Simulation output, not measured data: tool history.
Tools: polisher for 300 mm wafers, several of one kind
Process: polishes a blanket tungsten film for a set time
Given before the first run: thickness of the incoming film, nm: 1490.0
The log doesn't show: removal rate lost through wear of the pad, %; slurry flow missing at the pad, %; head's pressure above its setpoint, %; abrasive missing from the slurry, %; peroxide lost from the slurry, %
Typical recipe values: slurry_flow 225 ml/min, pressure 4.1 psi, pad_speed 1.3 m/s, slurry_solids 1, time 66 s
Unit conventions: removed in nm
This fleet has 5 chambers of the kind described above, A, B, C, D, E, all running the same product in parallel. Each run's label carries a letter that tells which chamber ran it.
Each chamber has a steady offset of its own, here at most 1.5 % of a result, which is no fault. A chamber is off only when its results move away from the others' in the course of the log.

run,day,slurry_flow,pressure,pad_speed,slurry_solids,time,wafers polished on this pad,hours since the slurry nozzle was cleaned,hours since the head pressure was calibrated,hours since the slurry blender was calibrated,hours since the slurry got fresh peroxide,removed
# day 0.333: chamber D: worn pad replaced by a new one
# day 0.521: chamber B: worn pad replaced by a new one
1B,0.579,225,4.1,1.3,1,66,12,117.1,949,86.9,36.9,423.85
# day 0.9: chamber A: head pressure recalibrated
2E,1.112,225,4.1,1.3,1,66,673,169.8,286.5,334.4,65.9,409.21
# day 1.312: chamber C: slurry tank refilled with fresh slurry and peroxide
3D,1.442,225,4.1,1.3,1,66,225,142.6,701.3,60.2,56,406.26
# day 1.671: chamber C: slurry blender recalibrated
# day 1.854: chamber E: worn pad replaced by a new one
4C,2.017,225,4.1,1.3,1,66,692,190,315.6,8.4,16.9,424.38
# day 2.108: chamber A: worn pad replaced by a new one
# day 2.208: chamber B: slurry tank refilled with fresh slurry and peroxide
# day 2.567: chamber D: slurry tank refilled with fresh slurry and peroxide
5A,2.612,225,3.3,1.3,1.3,66,103,79.9,41.2,294.4,163.5,349.92
6A,3.075,225,3.3,1.3,1.3,66,197,91,52.3,305.5,174.6,348.66
# day 3.204: chamber C: slurry nozzle cleaned
# day 3.354: chamber A: slurry tank refilled with fresh slurry and peroxide
7D,3.604,225,3.3,1.3,1.3,66,664,194.5,753.2,112.1,25,350.82
# day 4.038: chamber B: worn pad replaced by a new one
8E,4.088,225,3.3,1.3,1.3,66,454,241.2,357.9,405.8,137.3,350.57
# day 4.333: chamber D: worn pad replaced by a new one
# day 4.696: chamber E: slurry tank refilled with fresh slurry and peroxide
9C,4.742,225,3.3,1.3,1.3,66,1245,36.9,381,73.8,82.3,359.53
# day 4.875: chamber C: worn pad replaced by a new one
# day 5.175: chamber D: head pressure recalibrated
10B,5.246,225,4.1,1.3,1,66,245,229.1,1061,198.9,73,416.09
# day 5.271: chamber B: head pressure recalibrated
# day 5.504: chamber E: slurry blender recalibrated
# day 5.517: chamber B: slurry tank refilled with fresh slurry and peroxide
11C,5.671,225,4.1,1.3,1,66,162,59.2,403.3,96.1,104.6,422.84
# day 5.742: chamber D: slurry blender recalibrated
# day 6.042: chamber D: slurry tank refilled with fresh slurry and peroxide
# day 6.133: chamber E: worn pad replaced by a new one
12B,6.321,225,4.1,1.3,1,66,463,254.9,25.2,224.7,19.4,440.26
13D,6.738,225,4.1,1.3,1,66,488,269.7,37.5,23.9,16.7,408.57
# day 7.017: chamber A: worn pad replaced by a new one
14E,7.296,225,4.1,1.3,1,66,236,318.2,434.9,43,62.5,414.95
15A,7.862,225,4.1,1.3,1,66,172,205.9,167.2,420.4,108.3,410.47
# day 8.058: chamber D: worn pad replaced by a new one
16B,8.196,225,4.1,1.3,1,66,844,299.9,70.2,269.7,64.4,438.5
# day 8.333: chamber B: worn pad replaced by a new one
# day 8.729: chamber D: slurry tank refilled with fresh slurry and peroxide
# day 8.85: chamber B: slurry tank refilled with fresh slurry and peroxide
17C,8.867,225,4.1,1.3,1,66,811,135.9,480,172.8,181.3,416.24
18A,9.388,225,4.1,1.3,1,66,481,242.5,203.8,457,144.9,407.76
# day 9.408: chamber C: slurry tank refilled with fresh slurry and peroxide
# day 9.55: chamber A: slurry blender recalibrated
19E,9.867,225,4.1,1.3,1,66,758,379.9,496.6,104.7,124.2,409.31
# day 9.9: chamber B: slurry blender recalibrated
# day 10.192: chamber E: slurry tank refilled with fresh slurry and peroxide
20D,10.354,225,4.1,1.6,1,66,466,356.5,124.3,110.7,39,505.38
# day 10.371: chamber E: worn pad replaced by a new one
# day 10.567: chamber C: worn pad replaced by a new one
# day 10.812: chamber A: slurry tank refilled with fresh slurry and peroxide
# day 10.817: chamber A: worn pad replaced by a new one
21C,11.004,225,4.1,1.6,1,66,89,187.2,531.3,224.1,38.3,518.52
22B,11.329,225,4.1,1.6,1,66,609,375.1,145.4,34.3,59.5,543.59
23D,11.662,225,4.1,1.6,1,66,731,387.9,155.7,142.1,70.4,512.11
# day 11.7: chamber D: slurry tank refilled with fresh slurry and peroxide
# day 11.792: chamber D: worn pad replaced by a new one
# day 11.992: chamber C: slurry nozzle cleaned
# day 12.042: chamber D: slurry blender recalibrated
24E,12.071,225,4.1,1.6,1,66,345,432.8,549.5,157.6,45.1,501.75
# day 12.321: chamber B: slurry tank refilled with fresh slurry and peroxide
# day 12.538: chamber B: worn pad replaced by a new one
25A,12.546,225,4.1,1.3,1,66,351,318.3,279.6,71.9,41.6,409.54
26C,13.025,225,4.1,1.3,1,66,499,24.9,579.8,272.6,86.8,422.12
27E,13.571,225,4.1,1.3,1,66,650,468.8,585.5,193.6,81.1,418.84
28A,14.117,225,4.1,1.3,1,66,670,356,317.3,109.6,79.3,405.29
29D,14.529,225,4.1,1.3,1,66,555,456.7,224.5,59.7,67.9,409.14
30B,15.142,225,4.1,1.02,1,58,529,466.6,236.9,125.8,67.7,306.93

Which is it: a chamber that has drifted or been left off by a service, a gauge drift common to all chambers, or only each chamber's usual small offset? If a chamber is off, name it and its likeliest cause.

Chamber B has stood off from the others ever since a service on it.
Cause: head's pressure above its setpoint, % = 6.19.

Chamber B could run next with any of the 4 candidate recipes listed below; each alters the usual settings, and their results appear as question marks. Which one brings its results back in line with what the other chambers deliver on the usual settings?
A result is in line if it is within this distance of the other chambers' mean on the usual settings: removed 15 nm
31B-1,15.629,225,4.2,1.3,1,68,,,,,,?
31B-2,15.629,225,4.1,1.3,1,58,,,,,,?
31B-3,15.629,225,4.1,1.48,1,66,,,,,,?
31B-4,15.629,225,4.1,1.26,1,64,,,,,,?

Average result of the remaining chambers running the usual settings: removed 412.48 nm
run,removed
31B-1,467.11
31B-2,388.87
31B-3,503.26
31B-4,416.01
The answer is 31B-4, which returns the chamber to within the allowed miss of the others.

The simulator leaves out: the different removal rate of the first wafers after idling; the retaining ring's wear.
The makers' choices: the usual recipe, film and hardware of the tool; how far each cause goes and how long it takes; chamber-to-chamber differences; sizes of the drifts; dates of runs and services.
